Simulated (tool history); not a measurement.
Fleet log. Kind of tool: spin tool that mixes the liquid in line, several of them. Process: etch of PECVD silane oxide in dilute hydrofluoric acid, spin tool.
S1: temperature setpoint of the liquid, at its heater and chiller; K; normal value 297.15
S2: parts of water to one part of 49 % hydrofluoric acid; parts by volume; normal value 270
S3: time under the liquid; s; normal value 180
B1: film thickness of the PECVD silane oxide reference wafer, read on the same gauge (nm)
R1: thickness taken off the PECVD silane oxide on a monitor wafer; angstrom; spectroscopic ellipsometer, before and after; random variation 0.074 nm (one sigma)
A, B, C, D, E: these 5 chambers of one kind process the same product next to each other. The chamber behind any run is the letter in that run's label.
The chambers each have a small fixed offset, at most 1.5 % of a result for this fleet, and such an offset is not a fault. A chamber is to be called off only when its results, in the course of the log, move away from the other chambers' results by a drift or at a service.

run,hour,S1,S2,S3,B1,R1
1B,9.2,297.15,270,180,130.00,83.580
2D,14.0,297.15,270,180,129.99,82.782
3A,23.5,297.15,270,180,130.02,81.140
4C,33.1,297.15,270,180,129.95,82.354
5E,43.2,297.15,270,180,129.98,83.799
6E,53.3,297.15,155,180,130.00,162.070
7A,62.7,297.15,155,180,129.97,164.180
8C,72.1,297.15,155,180,129.97,159.980
9B,80.9,297.15,155,180,129.99,165.390
10D,86.8,297.15,155,180,129.99,162.980
11B,96.0,297.15,270,180,130.03,83.798
12A,103.4,297.15,270,180,129.99,82.229
13D,108.8,297.15,200,180,129.98,121.790
14C,117.3,297.15,200,180,129.98,119.590
15E,125.1,297.15,200,180,130.02,121.610
16D,132.1,297.15,200,180,130.01,121.830
17A,138.9,297.15,200,180,130.05,120.720
18B,143.4,297.15,270,180,130.04,84.011
19E,152.3,297.15,270,180,129.98,83.870
20C,157.6,297.15,270,180,129.99,81.416
# hour 162.8: chamber D: thermometer replaced
21D,166.5,297.15,270,180,130.03,83.691
22C,176.1,297.15,270,180,130.03,82.919
23B,180.7,297.15,270,180,130.00,82.998
24A,190.5,297.15,270,180,129.97,82.352
25E,195.7,297.15,270,180,130.04,83.372
26D,203.7,297.15,270,180,129.98,82.161
27A,213.1,297.15,270,180,130.00,82.762
28C,223.2,298.65,270,180,130.04,86.438
29B,233.0,298.65,270,180,129.97,87.726
30E,238.7,298.65,270,180,130.04,87.918
31B,243.3,298.65,270,180,129.99,88.451
32A,248.8,298.65,270,180,129.99,87.677
33E,253.3,297.15,270,180,129.96,82.546
34C,261.1,297.15,270,180,129.96,82.533

Which is it: a chamber that has drifted or been left off by a service, a gauge drift common to all chambers, or only each chamber's usual small offset? If a chamber is off, name it and its likeliest cause.

No chamber stands off beyond its own small offset, and the gauge holds steady.
